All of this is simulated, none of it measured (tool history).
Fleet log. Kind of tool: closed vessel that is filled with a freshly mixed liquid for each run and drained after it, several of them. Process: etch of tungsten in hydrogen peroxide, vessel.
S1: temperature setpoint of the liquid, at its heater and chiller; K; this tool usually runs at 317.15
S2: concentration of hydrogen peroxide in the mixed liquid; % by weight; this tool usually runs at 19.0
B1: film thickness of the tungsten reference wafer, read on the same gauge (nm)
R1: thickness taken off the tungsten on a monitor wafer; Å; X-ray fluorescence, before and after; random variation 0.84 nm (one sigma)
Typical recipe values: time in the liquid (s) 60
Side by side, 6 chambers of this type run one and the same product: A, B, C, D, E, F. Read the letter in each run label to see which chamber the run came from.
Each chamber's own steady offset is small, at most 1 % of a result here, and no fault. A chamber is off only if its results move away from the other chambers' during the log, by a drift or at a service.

Run 1C, hour 2.7: usual settings; B1 119.97. Result: R1 1043.10 Å.
Run 2F, hour 6.7: usual settings; B1 119.98. Result: R1 1033.30 Å.
Run 3A, hour 11.2: usual settings; B1 120.02. Result: R1 1013.90 Å.
At hour 14.3: chamber F: new drum of peroxide connected.
Run 4E, hour 14.8: usual settings; B1 119.98. Result: R1 1024.20 Å.
Run 5B, hour 19.7: usual settings; B1 120.04. Result: R1 1023.20 Å.
Run 6D, hour 24.4: usual settings; B1 120.00. Result: R1 1014.00 Å.
Run 7A, hour 27.5: usual settings but S1 308.15 K, time in the liquid (s) 50; B1 120.02. Result: R1 475.21 Å.
Run 8E, hour 30.5: usual settings but S1 308.15 K, time in the liquid (s) 50; B1 119.98. Result: R1 478.03 Å.
Run 9D, hour 36.2: usual settings but S1 308.15 K, time in the liquid (s) 50; B1 120.03. Result: R1 476.06 Å.
Run 10B, hour 40.9: usual settings but S1 308.15 K, time in the liquid (s) 50; B1 119.98. Result: R1 475.28 Å.
Run 11C, hour 46.2: usual settings but S1 308.15 K, time in the liquid (s) 50; B1 119.96. Result: R1 475.39 Å.
Run 12F, hour 49.5: usual settings but S1 308.15 K, time in the liquid (s) 50; B1 119.98. Result: R1 475.84 Å.
Run 13C, hour 54.5: usual settings; B1 119.97. Result: R1 1049.50 Å.
Run 14D, hour 60.1: usual settings but S1 322.15 K; B1 120.02. Result: R1 1415.50 Å.
Run 15E, hour 64.9: usual settings but S1 322.15 K; B1 119.98. Result: R1 1413.00 Å.
Run 16A, hour 68.4: usual settings but S1 322.15 K; B1 120.01. Result: R1 1399.50 Å.
Run 17B, hour 73.7: usual settings but S1 322.15 K; B1 119.96. Result: R1 1396.10 Å.
Run 18F, hour 78.8: usual settings but S1 322.15 K; B1 120.01. Result: R1 1400.10 Å.
Run 19B, hour 82.3: usual settings but S1 322.15 K; B1 120.02. Result: R1 1380.90 Å.
Run 20E, hour 86.3: usual settings; B1 120.01. Result: R1 1025.00 Å.
Run 21F, hour 91.2: usual settings; B1 119.98. Result: R1 1032.00 Å.
At hour 93.6: chamber E: peroxide flow meter replaced.
Run 22A, hour 94.3: usual settings but S2 23.5 % by weight; B1 120.02. Result: R1 1135.80 Å.
Run 23C, hour 98.7: usual settings but S2 23.5 % by weight; B1 120.01. Result: R1 1184.30 Å.
Run 24D, hour 101.9: usual settings but S2 23.5 % by weight; B1 120.02. Result: R1 1129.00 Å.
Run 25D, hour 106.5: usual settings but S2 23.5 % by weight; B1 120.00. Result: R1 1133.80 Å.
Run 26E, hour 109.4: usual settings but S2 23.5 % by weight; B1 119.99. Result: R1 1130.90 Å.
Run 27F, hour 113.5: usual settings but S2 23.5 % by weight; B1 120.01. Result: R1 1132.40 Å.
Run 28B, hour 117.8: usual settings; B1 120.01. Result: R1 1010.70 Å.
Run 29C, hour 121.9: usual settings but S1 312.65 K; B1 120.01. Result: R1 832.02 Å.
Run 30A, hour 125.6: usual settings but S1 312.65 K; B1 119.98. Result: R1 784.86 Å.
Run 31A, hour 131.6: usual settings but S1 312.65 K; B1 119.99. Result: R1 767.69 Å.
Run 32B, hour 135.0: usual settings but S1 312.65 K; B1 119.98. Result: R1 761.81 Å.
Run 33D, hour 138.5: usual settings but S1 312.65 K; B1 120.01. Result: R1 757.50 Å.
Run 34C, hour 143.2: usual settings but S1 312.65 K; B1 120.04. Result: R1 842.71 Å.
Run 35E, hour 146.4: usual settings but S1 310.65 K; B1 119.97. Result: R1 683.58 Å.
Run 36F, hour 152.3: usual settings but S1 310.65 K; B1 120.00. Result: R1 678.59 Å.
Run 37C, hour 156.4: usual settings but S1 310.65 K; B1 120.01. Result: R1 754.89 Å.
Run 38E, hour 159.2: usual settings but S1 310.65 K; B1 119.99. Result: R1 688.07 Å.
Run 39A, hour 164.3: usual settings but S1 310.65 K; B1 120.02. Result: R1 680.69 Å.
Run 40F, hour 167.7: usual settings but S1 310.65 K; B1 120.01. Result: R1 683.35 Å.

Is one chamber off against the others, does the gauge drift, or is nothing wrong? If a chamber is off, say which, and what the likeliest cause is.

It is chamber C that slowly wanders off from its peers.
Likeliest cause: liquid hotter than its thermometer reads (K) = 1.76.

Here are 4 candidates for chamber C's next run, each the usual settings with a change, their results left as question marks. Which one brings its results back in line with what the others give on the usual settings?
Counts as in line when no further than this from what the other chambers average on the usual settings: R1 29.00 Å
Run 41C-1, hour 172.2: usual settings but S2 21.5 % by weight. Result: R1 ?.
Run 41C-2, hour 172.2: usual settings but S1 315.15 K. Result: R1 ?.
Run 41C-3, hour 172.2: usual settings but S1 319.15 K. Result: R1 ?.
Run 41C-4, hour 172.2: usual settings but S2 16.5 % by weight. Result: R1 ?.

On the usual settings, the other chambers give on average: R1 1026.10 Å
  run       R1
41C-1  1233.30
41C-2  1019.30
41C-3  1315.10
41C-4  1079.10
The right change is 41C-2: it brings the chamber back within the allowed miss of the others.
